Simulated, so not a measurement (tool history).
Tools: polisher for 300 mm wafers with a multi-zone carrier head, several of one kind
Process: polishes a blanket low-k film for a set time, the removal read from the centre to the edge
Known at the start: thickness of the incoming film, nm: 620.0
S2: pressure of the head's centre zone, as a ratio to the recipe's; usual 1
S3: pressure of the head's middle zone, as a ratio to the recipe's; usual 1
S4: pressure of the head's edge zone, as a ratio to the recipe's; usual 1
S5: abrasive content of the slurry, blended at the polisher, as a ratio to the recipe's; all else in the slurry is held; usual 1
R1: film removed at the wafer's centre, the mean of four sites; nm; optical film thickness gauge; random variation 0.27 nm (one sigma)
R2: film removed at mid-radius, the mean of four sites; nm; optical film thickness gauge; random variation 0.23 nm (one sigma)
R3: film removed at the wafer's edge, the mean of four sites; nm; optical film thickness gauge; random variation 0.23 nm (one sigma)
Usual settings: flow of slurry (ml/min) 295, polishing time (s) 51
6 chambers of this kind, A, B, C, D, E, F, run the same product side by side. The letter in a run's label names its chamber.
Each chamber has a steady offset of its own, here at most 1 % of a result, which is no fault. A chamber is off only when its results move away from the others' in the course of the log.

{"hour": 0.5, "done": "chamber F: worn pad replaced by a new one"}
{"hour": 2.4, "done": "chamber E: centre zone pressure recalibrated"}
{"run": "1B", "hour": 5.0, "flow of slurry (ml/min)": 295, "S2": 1, "S3": 1, "S4": 1, "S5": 1, "polishing time (s)": 51, "R1": 18.68, "R2": 18.707, "R3": 17.94}
{"run": "2F", "hour": 9.8, "flow of slurry (ml/min)": 295, "S2": 1, "S3": 1, "S4": 1, "S5": 1, "polishing time (s)": 51, "R1": 18.115, "R2": 18.015, "R3": 17.754}
{"hour": 13.4, "done": "chamber A: worn pad replaced by a new one"}
{"hour": 15.0, "done": "chamber E: worn pad replaced by a new one"}
{"run": "3E", "hour": 16.7, "flow of slurry (ml/min)": 295, "S2": 1, "S3": 1, "S4": 1, "S5": 1, "polishing time (s)": 51, "R1": 18.229, "R2": 18.387, "R3": 18.33}
{"run": "4A", "hour": 23.5, "flow of slurry (ml/min)": 295, "S2": 1, "S3": 1, "S4": 1, "S5": 1, "polishing time (s)": 51, "R1": 18.673, "R2": 18.211, "R3": 17.9}
{"run": "5D", "hour": 29.5, "flow of slurry (ml/min)": 295, "S2": 1, "S3": 1, "S4": 1, "S5": 1, "polishing time (s)": 51, "R1": 19.031, "R2": 18.048, "R3": 18.576}
{"hour": 33.2, "done": "chamber B: worn pad replaced by a new one"}
{"run": "6C", "hour": 33.2, "flow of slurry (ml/min)": 295, "S2": 1, "S3": 1, "S4": 1, "S5": 1, "polishing time (s)": 51, "R1": 18.197, "R2": 17.867, "R3": 18.198}
{"hour": 39.3, "done": "chamber F: centre zone pressure recalibrated"}
{"run": "7B", "hour": 40.1, "flow of slurry (ml/min)": 295, "S2": 1.11, "S3": 1, "S4": 1, "S5": 1, "polishing time (s)": 51, "R1": 21.389, "R2": 18.275, "R3": 18.47}
{"run": "8E", "hour": 47.1, "flow of slurry (ml/min)": 295, "S2": 1.11, "S3": 1, "S4": 1, "S5": 1, "polishing time (s)": 51, "R1": 19.957, "R2": 18.608, "R3": 18.2}
{"run": "9A", "hour": 54.5, "flow of slurry (ml/min)": 295, "S2": 1.11, "S3": 1, "S4": 1, "S5": 1, "polishing time (s)": 51, "R1": 20.164, "R2": 18.223, "R3": 18.122}
{"run": "10D", "hour": 61.3, "flow of slurry (ml/min)": 295, "S2": 1.11, "S3": 1, "S4": 1, "S5": 1, "polishing time (s)": 51, "R1": 20.392, "R2": 18.292, "R3": 18.4}
{"hour": 62.0, "done": "chamber F: worn pad replaced by a new one"}
{"run": "11C", "hour": 67.9, "flow of slurry (ml/min)": 295, "S2": 1.11, "S3": 1, "S4": 1, "S5": 1, "polishing time (s)": 51, "R1": 20.797, "R2": 17.832, "R3": 18.17}
{"hour": 69.3, "done": "chamber D: worn pad replaced by a new one"}
{"run": "12F", "hour": 72.1, "flow of slurry (ml/min)": 295, "S2": 1.11, "S3": 1, "S4": 1, "S5": 1, "polishing time (s)": 51, "R1": 20.518, "R2": 18.571, "R3": 18.501}
{"run": "13D", "hour": 77.6, "flow of slurry (ml/min)": 295, "S2": 1, "S3": 1, "S4": 1, "S5": 1, "polishing time (s)": 51, "R1": 18.797, "R2": 18.616, "R3": 18.31}
{"run": "14B", "hour": 84.9, "flow of slurry (ml/min)": 295, "S2": 1, "S3": 1, "S4": 1, "S5": 1, "polishing time (s)": 51, "R1": 18.633, "R2": 18.401, "R3": 18.466}
{"run": "15F", "hour": 88.6, "flow of slurry (ml/min)": 295, "S2": 1, "S3": 1, "S4": 1, "S5": 1, "polishing time (s)": 41, "R1": 14.826, "R2": 14.652, "R3": 14.612}
{"hour": 91.3, "done": "chamber A: worn pad replaced by a new one"}
{"run": "16A", "hour": 95.0, "flow of slurry (ml/min)": 295, "S2": 1, "S3": 1, "S4": 1, "S5": 1, "polishing time (s)": 41, "R1": 14.369, "R2": 14.725, "R3": 14.368}
{"run": "17C", "hour": 100.2, "flow of slurry (ml/min)": 295, "S2": 1, "S3": 1, "S4": 1, "S5": 1, "polishing time (s)": 41, "R1": 14.69, "R2": 14.666, "R3": 14.16}
{"hour": 105.8, "done": "chamber C: worn pad replaced by a new one"}
{"run": "18E", "hour": 107.5, "flow of slurry (ml/min)": 295, "S2": 1, "S3": 1, "S4": 1, "S5": 1, "polishing time (s)": 41, "R1": 14.774, "R2": 14.708, "R3": 14.625}
{"hour": 108.3, "done": "chamber F: slurry nozzle cleaned"}
{"run": "19A", "hour": 114.5, "flow of slurry (ml/min)": 295, "S2": 1, "S3": 1, "S4": 1, "S5": 1, "polishing time (s)": 41, "R1": 14.648, "R2": 15.217, "R3": 14.444}
{"hour": 119.7, "done": "chamber F: edge zone pressure recalibrated"}
{"run": "20C", "hour": 120.0, "flow of slurry (ml/min)": 295, "S2": 1, "S3": 1, "S4": 1, "S5": 1, "polishing time (s)": 41, "R1": 14.676, "R2": 14.742, "R3": 14.604}
{"hour": 125.0, "done": "chamber E: worn pad replaced by a new one"}
{"hour": 126.9, "done": "chamber D: slurry nozzle cleaned"}
{"run": "21B", "hour": 127.2, "flow of slurry (ml/min)": 295, "S2": 1, "S3": 1, "S4": 1, "S5": 1, "polishing time (s)": 51, "R1": 18.485, "R2": 18.013, "R3": 18.429}
{"hour": 131.4, "done": "chamber F: worn pad replaced by a new one"}
{"run": "22D", "hour": 135.0, "flow of slurry (ml/min)": 295, "S2": 1, "S3": 1, "S4": 1, "S5": 1, "polishing time (s)": 51, "R1": 18.288, "R2": 18.4, "R3": 18.395}
{"run": "23F", "hour": 139.7, "flow of slurry (ml/min)": 295, "S2": 1, "S3": 1, "S4": 1, "S5": 1, "polishing time (s)": 51, "R1": 18.036, "R2": 18.251, "R3": 17.899}
{"run": "24E", "hour": 143.2, "flow of slurry (ml/min)": 295, "S2": 1, "S3": 1, "S4": 1, "S5": 1, "polishing time (s)": 51, "R1": 18.499, "R2": 18.602, "R3": 18.084}
{"run": "25F", "hour": 149.1, "flow of slurry (ml/min)": 295, "S2": 1, "S3": 1, "S4": 1, "S5": 1, "polishing time (s)": 51, "R1": 18.538, "R2": 18.316, "R3": 18.181}
{"run": "26A", "hour": 156.4, "flow of slurry (ml/min)": 295, "S2": 1, "S3": 1, "S4": 1, "S5": 1, "polishing time (s)": 51, "R1": 17.658, "R2": 17.708, "R3": 18.04}
{"run": "27C", "hour": 163.4, "flow of slurry (ml/min)": 380, "S2": 1, "S3": 1, "S4": 1, "S5": 1.2, "polishing time (s)": 51, "R1": 20.461, "R2": 20.235, "R3": 19.783}
{"run": "28B", "hour": 167.0, "flow of slurry (ml/min)": 380, "S2": 1, "S3": 1, "S4": 1, "S5": 1.2, "polishing time (s)": 51, "R1": 20.586, "R2": 20.4, "R3": 20.363}
{"hour": 170.2, "done": "chamber A: worn pad replaced by a new one"}
{"run": "29E", "hour": 171.4, "flow of slurry (ml/min)": 380, "S2": 1, "S3": 1, "S4": 1, "S5": 1.2, "polishing time (s)": 51, "R1": 19.964, "R2": 20.462, "R3": 20.219}
{"run": "30D", "hour": 175.8, "flow of slurry (ml/min)": 380, "S2": 1, "S3": 1, "S4": 1, "S5": 1.2, "polishing time (s)": 51, "R1": 20.636, "R2": 20.615, "R3": 20.619}
{"hour": 177.9, "done": "chamber D: worn pad replaced by a new one"}
{"run": "31B", "hour": 179.7, "flow of slurry (ml/min)": 380, "S2": 1, "S3": 1, "S4": 1, "S5": 1.2, "polishing time (s)": 51, "R1": 20.326, "R2": 20.556, "R3": 19.99}
{"run": "32F", "hour": 184.5, "flow of slurry (ml/min)": 380, "S2": 1, "S3": 1, "S4": 1, "S5": 1.2, "polishing time (s)": 51, "R1": 20.86, "R2": 20.058, "R3": 19.989}
{"hour": 190.0, "done": "chamber B: worn pad replaced by a new one"}
{"hour": 190.6, "done": "chamber E: slurry nozzle cleaned"}
{"run": "33A", "hour": 192.2, "flow of slurry (ml/min)": 295, "S2": 1, "S3": 1, "S4": 1, "S5": 1, "polishing time (s)": 51, "R1": 17.718, "R2": 18.096, "R3": 18.214}
{"run": "34C", "hour": 197.2, "flow of slurry (ml/min)": 295, "S2": 1, "S3": 1, "S4": 1, "S5": 1, "polishing time (s)": 51, "R1": 18.102, "R2": 18.564, "R3": 18.528}
{"run": "35D", "hour": 204.2, "flow of slurry (ml/min)": 295, "S2": 1.11, "S3": 1, "S4": 1, "S5": 1.25, "polishing time (s)": 51, "R1": 22.386, "R2": 20.106, "R3": 20.022}
{"run": "36E", "hour": 208.2, "flow of slurry (ml/min)": 295, "S2": 1.11, "S3": 1, "S4": 1, "S5": 1.25, "polishing time (s)": 51, "R1": 22.383, "R2": 19.937, "R3": 20.059}
{"run": "37A", "hour": 215.3, "flow of slurry (ml/min)": 295, "S2": 1.11, "S3": 1, "S4": 1, "S5": 1.25, "polishing time (s)": 51, "R1": 22.786, "R2": 20.418, "R3": 19.747}
{"run": "38B", "hour": 220.3, "flow of slurry (ml/min)": 295, "S2": 1.11, "S3": 1, "S4": 1, "S5": 1.25, "polishing time (s)": 51, "R1": 23.064, "R2": 20.363, "R3": 19.934}

Next, every chamber runs the same settings. What will each give?
{"run": "39A", "hour": 226.0, "flow of slurry (ml/min)": 295, "S2": 1, "S3": 1, "S4": 1, "S5": 1, "polishing time (s)": 36, "R1": "?", "R2": "?", "R3": "?"}
{"run": "39B", "hour": 226.0, "flow of slurry (ml/min)": 295, "S2": 1, "S3": 1, "S4": 1, "S5": 1, "polishing time (s)": 36, "R1": "?", "R2": "?", "R3": "?"}
{"run": "39C", "hour": 226.0, "flow of slurry (ml/min)": 295, "S2": 1, "S3": 1, "S4": 1, "S5": 1, "polishing time (s)": 36, "R1": "?", "R2": "?", "R3": "?"}
{"run": "39D", "hour": 226.0, "flow of slurry (ml/min)": 295, "S2": 1, "S3": 1, "S4": 1, "S5": 1, "polishing time (s)": 36, "R1": "?", "R2": "?", "R3": "?"}
{"run": "39E", "hour": 226.0, "flow of slurry (ml/min)": 295, "S2": 1, "S3": 1, "S4": 1, "S5": 1, "polishing time (s)": 36, "R1": "?", "R2": "?", "R3": "?"}
{"run": "39F", "hour": 226.0, "flow of slurry (ml/min)": 295, "S2": 1, "S3": 1, "S4": 1, "S5": 1, "polishing time (s)": 36, "R1": "?", "R2": "?", "R3": "?"}

run=39A R1=13.254 R2=12.876 R3=12.645
run=39B R1=12.833 R2=13.373 R3=12.752
run=39C R1=12.827 R2=12.588 R3=12.729
run=39D R1=12.743 R2=12.849 R3=12.82
run=39E R1=13.033 R2=12.902 R3=12.779
run=39F R1=12.949 R2=12.776 R3=12.893
